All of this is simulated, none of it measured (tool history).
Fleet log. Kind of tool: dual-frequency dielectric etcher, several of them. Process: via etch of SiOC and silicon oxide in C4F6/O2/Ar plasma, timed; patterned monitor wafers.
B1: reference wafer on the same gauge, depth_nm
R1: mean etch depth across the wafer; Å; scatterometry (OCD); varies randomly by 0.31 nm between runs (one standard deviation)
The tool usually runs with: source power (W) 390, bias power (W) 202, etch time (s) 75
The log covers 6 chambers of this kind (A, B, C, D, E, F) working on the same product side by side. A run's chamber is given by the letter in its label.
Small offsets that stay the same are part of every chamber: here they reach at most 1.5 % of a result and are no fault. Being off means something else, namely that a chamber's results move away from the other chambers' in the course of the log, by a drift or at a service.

run 1D hour=10.2 | source_power_(W)=390 bias_power_(W)=202 etch_time_(s)=75 | B1=95.551 | R1=878.48
run 2A hour=18.4 | source_power_(W)=390 bias_power_(W)=202 etch_time_(s)=75 | B1=95.473 | R1=885.99
run 3F hour=28.2 | source_power_(W)=390 bias_power_(W)=202 etch_time_(s)=75 | B1=95.5 | R1=872.73
-- hour=29.8 chamber E: wet clean of the chamber
run 4E hour=38.6 | source_power_(W)=390 bias_power_(W)=202 etch_time_(s)=75 | B1=95.453 | R1=883.04
run 5B hour=44.6 | source_power_(W)=390 bias_power_(W)=202 etch_time_(s)=75 | B1=95.544 | R1=868.83
run 6C hour=53.8 | source_power_(W)=390 bias_power_(W)=202 etch_time_(s)=75 | B1=95.516 | R1=862.13
run 7A hour=61.9 | source_power_(W)=390 bias_power_(W)=202 etch_time_(s)=75 | B1=95.503 | R1=878.27
run 8F hour=71.4 | source_power_(W)=390 bias_power_(W)=202 etch_time_(s)=75 | B1=95.445 | R1=872.26
run 9B hour=80.4 | source_power_(W)=390 bias_power_(W)=202 etch_time_(s)=75 | B1=95.46 | R1=868.63
-- hour=83.8 chamber C: wet clean of the chamber
run 10E hour=86.8 | source_power_(W)=390 bias_power_(W)=202 etch_time_(s)=75 | B1=95.423 | R1=879.59
run 11D hour=95.6 | source_power_(W)=390 bias_power_(W)=202 etch_time_(s)=75 | B1=95.405 | R1=876.82
run 12C hour=104.3 | source_power_(W)=390 bias_power_(W)=202 etch_time_(s)=75 | B1=95.488 | R1=869.08
run 13F hour=109.8 | source_power_(W)=390 bias_power_(W)=202 etch_time_(s)=85 | B1=95.525 | R1=987.65
run 14E hour=115.7 | source_power_(W)=390 bias_power_(W)=202 etch_time_(s)=85 | B1=95.512 | R1=993.5
run 15A hour=121.7 | source_power_(W)=390 bias_power_(W)=202 etch_time_(s)=85 | B1=95.476 | R1=992.55
run 16B hour=132.3 | source_power_(W)=390 bias_power_(W)=202 etch_time_(s)=85 | B1=95.632 | R1=986.77
run 17C hour=137.6 | source_power_(W)=390 bias_power_(W)=202 etch_time_(s)=85 | B1=95.484 | R1=979.71
run 18D hour=144.9 | source_power_(W)=390 bias_power_(W)=202 etch_time_(s)=85 | B1=95.466 | R1=996.99
-- hour=149.7 chamber F: source power generator calibrated
run 19D hour=150.9 | source_power_(W)=390 bias_power_(W)=202 etch_time_(s)=75 | B1=95.486 | R1=878.92
run 20E hour=157 | source_power_(W)=390 bias_power_(W)=202 etch_time_(s)=75 | B1=95.618 | R1=879.25
run 21B hour=165.3 | source_power_(W)=390 bias_power_(W)=202 etch_time_(s)=75 | B1=95.567 | R1=869.19
run 22F hour=171.4 | source_power_(W)=390 bias_power_(W)=225 etch_time_(s)=75 | B1=95.487 | R1=907.27
-- hour=171.5 chamber D: wet clean of the chamber
run 23A hour=177.6 | source_power_(W)=390 bias_power_(W)=225 etch_time_(s)=75 | B1=95.429 | R1=908.31
run 24C hour=188.1 | source_power_(W)=390 bias_power_(W)=225 etch_time_(s)=75 | B1=95.524 | R1=900.97
run 25D hour=193.9 | source_power_(W)=390 bias_power_(W)=225 etch_time_(s)=75 | B1=95.522 | R1=909.46
run 26A hour=201.4 | source_power_(W)=390 bias_power_(W)=225 etch_time_(s)=75 | B1=95.499 | R1=906.46
run 27B hour=209.7 | source_power_(W)=390 bias_power_(W)=225 etch_time_(s)=75 | B1=95.56 | R1=902.7
run 28C hour=218.6 | source_power_(W)=390 bias_power_(W)=202 etch_time_(s)=75 | B1=95.44 | R1=865.9
run 29E hour=227 | source_power_(W)=390 bias_power_(W)=202 etch_time_(s)=75 | B1=95.478 | R1=882.7
run 30F hour=234.1 | source_power_(W)=390 bias_power_(W)=202 etch_time_(s)=75 | B1=95.51 | R1=879.56
run 31D hour=241.5 | source_power_(W)=390 bias_power_(W)=202 etch_time_(s)=75 | B1=95.539 | R1=878.28
-- hour=241.7 chamber A: bias power generator calibrated
run 32A hour=251.3 | source_power_(W)=390 bias_power_(W)=202 etch_time_(s)=75 | B1=95.496 | R1=875.52
run 33E hour=259.4 | source_power_(W)=390 bias_power_(W)=227 etch_time_(s)=75 | B1=95.545 | R1=918.51
run 34C hour=266 | source_power_(W)=390 bias_power_(W)=227 etch_time_(s)=75 | B1=95.474 | R1=904.31
run 35F hour=270.7 | source_power_(W)=390 bias_power_(W)=227 etch_time_(s)=75 | B1=95.534 | R1=910.87
-- hour=276.9 chamber B: wet clean of the chamber
run 36B hour=279.9 | source_power_(W)=390 bias_power_(W)=227 etch_time_(s)=75 | B1=95.524 | R1=908.14
-- hour=281.6 chamber A: wet clean of the chamber
run 37F hour=285.5 | source_power_(W)=390 bias_power_(W)=227 etch_time_(s)=75 | B1=95.531 | R1=905.04
run 38D hour=294.1 | source_power_(W)=390 bias_power_(W)=227 etch_time_(s)=75 | B1=95.524 | R1=907.99
run 39A hour=302 | source_power_(W)=390 bias_power_(W)=202 etch_time_(s)=75 | B1=95.535 | R1=885.15
run 40E hour=307.6 | source_power_(W)=390 bias_power_(W)=202 etch_time_(s)=75 | B1=95.551 | R1=881.77
run 41C hour=315.4 | source_power_(W)=390 bias_power_(W)=202 etch_time_(s)=75 | B1=95.495 | R1=875.16
run 42B hour=324.6 | source_power_(W)=390 bias_power_(W)=202 etch_time_(s)=75 | B1=95.516 | R1=869.28
run 43B hour=335 | source_power_(W)=390 bias_power_(W)=202 etch_time_(s)=75 | B1=95.438 | R1=868.11
-- hour=339.8 chamber F: wet clean of the chamber
run 44F hour=342.3 | source_power_(W)=390 bias_power_(W)=202 etch_time_(s)=75 | B1=95.541 | R1=872.55

Predict what each chamber gives when all 6 of them run the settings below next.
run 45A hour=349.9 | source_power_(W)=390 bias_power_(W)=202 etch_time_(s)=75 | R1=?
run 45B hour=349.9 | source_power_(W)=390 bias_power_(W)=202 etch_time_(s)=75 | R1=?
run 45C hour=349.9 | source_power_(W)=390 bias_power_(W)=202 etch_time_(s)=75 | R1=?
run 45D hour=349.9 | source_power_(W)=390 bias_power_(W)=202 etch_time_(s)=75 | R1=?
run 45E hour=349.9 | source_power_(W)=390 bias_power_(W)=202 etch_time_(s)=75 | R1=?
run 45F hour=349.9 | source_power_(W)=390 bias_power_(W)=202 etch_time_(s)=75 | R1=?

run=45A R1=880.93
run=45B R1=870.3
run=45C R1=875.57
run=45D R1=884.77
run=45E R1=883.43
run=45F R1=875.44

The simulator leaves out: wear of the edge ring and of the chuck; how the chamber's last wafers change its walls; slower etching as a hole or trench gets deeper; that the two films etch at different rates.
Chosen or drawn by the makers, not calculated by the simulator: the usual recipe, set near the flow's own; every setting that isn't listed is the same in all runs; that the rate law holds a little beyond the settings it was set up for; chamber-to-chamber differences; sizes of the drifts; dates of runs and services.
